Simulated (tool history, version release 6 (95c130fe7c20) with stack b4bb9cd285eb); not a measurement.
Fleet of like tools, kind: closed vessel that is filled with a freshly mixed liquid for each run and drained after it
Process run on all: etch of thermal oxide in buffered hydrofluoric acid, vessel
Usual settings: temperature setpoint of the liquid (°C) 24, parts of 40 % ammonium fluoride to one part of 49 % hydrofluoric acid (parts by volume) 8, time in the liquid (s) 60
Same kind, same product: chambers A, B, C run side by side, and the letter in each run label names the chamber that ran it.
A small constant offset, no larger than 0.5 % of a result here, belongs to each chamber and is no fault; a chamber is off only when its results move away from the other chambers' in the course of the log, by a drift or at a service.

run   hour  temperature setpoint of the liquid (°C)  parts of 40 % ammonium fluoride to one part of 49 % hydrofluoric acid (parts by volume)  time in the liquid (s)  hours since the thermometer was replaced  hours since the hydrofluoric acid flow meter was replaced  read-back film thickness of the thermal oxide reference wafer, read on the same gauge (nm)  thickness taken off the thermal oxide on a monitor wafer (Å)
 1A    8.7                                       24                                                                                        8                      60                                     528.8                                                       1691                                                                                      49.986                                                        853.49
 2C   15.6                                       24                                                                                        8                      60                                    1124.9                                                        836                                                                                      50.022                                                        851.26
 3B   28.3                                       24                                                                                        8                      60                                       368                                                     1586.2                                                                                      49.997                                                        865.92
      29.8  -- chamber B: hydrofluoric acid flow meter replaced
 4B   40.8                                       24                                                                                        8                      60                                     380.5                                                       11.1                                                                                      50.014                                                        855.82
      45.5  -- chamber C: hydrofluoric acid flow meter replaced
 5C   54.9                                       24                                                                                        8                      60                                    1164.2                                                        9.4                                                                                      49.979                                                        851.96
 6A   61.4                                       24                                                                                        8                      60                                     581.5                                                     1743.7                                                                                          50                                                        851.31
 7A   68.2                                       24                                                                                        8                      60                                     588.3                                                     1750.5                                                                                      50.003                                                        854.89
 8B   76.7                                       24                                                                                        8                      60                                     416.4                                                         47                                                                                      49.999                                                           860
      81.5  -- chamber A: thermometer replaced
 9C   87.5                                       24                                                                                        8                      60                                    1196.8                                                         42                                                                                       49.98                                                        846.17
10B  100.1                                       24                                                                                        8                      60                                     439.8                                                       70.4                                                                                      50.006                                                         852.3
11C  114.1                                       24                                                                                        8                      60                                    1223.4                                                       68.6                                                                                      50.007                                                        849.85
12A  122.9                                       24                                                                                        8                      60                                      41.5                                                     1805.2                                                                                      49.989                                                        852.18
13C  131.5                                       24                                                                                        8                      60                                    1240.8                                                         86                                                                                      50.002                                                        856.67
14A  138.6                                       24                                                                                        8                      60                                      57.2                                                     1820.9                                                                                      49.993                                                        857.72
15B  147.4                                       24                                                                                        8                      60                                     487.1                                                      117.7                                                                                      50.025                                                        860.22
16A  161.1                                       24                                                                                        8                      60                                      79.7                                                     1843.4                                                                                      50.008                                                        858.58
17C    174                                       24                                                                                        8                      60                                    1283.3                                                      128.5                                                                                      49.985                                                        849.76
18B  185.1                                       24                                                                                        8                      60                                     524.8                                                      155.4                                                                                      50.008                                                        853.58
19C    196                                       24                                                                                        8                      30                                    1305.3                                                      150.5                                                                                       49.98                                                        425.46
20A  208.4                                       24                                                                                        8                      30                                       127                                                     1890.7                                                                                       49.97                                                        428.85
21B  219.2                                       24                                                                                        8                      30                                     558.9                                                      189.5                                                                                      49.978                                                        426.94
22B  231.6                                       24                                                                                      6.5                      60                                     571.3                                                      201.9                                                                                      49.995                                                        1060.1
23A  244.7                                       24                                                                                      6.5                      60                                     163.3                                                       1927                                                                                      50.002                                                          1060
24C  253.6                                       24                                                                                      6.5                      60                                    1362.9                                                      208.1                                                                                          50                                                        1053.6
25B  264.8                                       24                                                                                        8                      60                                     604.5                                                      235.1                                                                                      50.006                                                        857.13
26A  277.9                                       24                                                                                        8                      60                                     196.5                                                     1960.2                                                                                       50.02                                                        848.24
27C  290.9                                     21.5                                                                                        8                      60                                    1400.2                                                      245.4                                                                                       50.04                                                         741.5
28A  303.4                                     21.5                                                                                        8                      60                                       222                                                     1985.7                                                                                      49.999                                                        741.89
29C  311.9                                     21.5                                                                                        8                      60                                    1421.2                                                      266.4                                                                                      50.009                                                        740.45
30B  322.4                                       24                                                                                        8                      60                                     662.1                                                      292.7                                                                                      50.006                                                         861.1
31A  335.7                                       24                                                                                        8                      60                                     254.3                                                       2018                                                                                      49.988                                                        852.31
32B  348.2                                       24                                                                                        8                      60                                     687.9                                                      318.5                                                                                       50.02                                                        853.14
33C  356.7                                       24                                                                                     10.5                      30                                      1466                                                      311.2                                                                                      50.008                                                        335.38
34B  364.4                                       24                                                                                     10.5                      30                                     704.1                                                      334.7                                                                                      50.009                                                        336.33
35A  378.9                                       24                                                                                     10.5                      30                                     297.5                                                     2061.2                                                                                      49.979                                                        334.56
36C  388.5                                       24                                                                                        8                      60                                    1497.8                                                        343                                                                                      49.976                                                        851.38
37B  396.7                                       24                                                                                        8                      60                                     736.4                                                        367                                                                                      49.991                                                         850.1
38A  405.5                                       24                                                                                        8                      60                                     324.1                                                     2087.8                                                                                       49.98                                                        848.19
39C  416.7                                       24                                                                                        8                      60                                      1526                                                      371.2                                                                                      50.015                                                        855.38
40C  425.7                                       26                                                                                        8                      90                                      1535                                                      380.2                                                                                      49.979                                                        1431.7
41A  438.3                                       26                                                                                        8                      90                                     356.9                                                     2120.6                                                                                      50.016                                                        1434.2

Which is it: a chamber that has drifted or been left off by a service, a gauge drift common to all chambers, or only each chamber's usual small offset? If a chamber is off, name it and its likeliest cause.

Beyond each chamber's small constant offset nothing stands out, and the gauge stays steady.
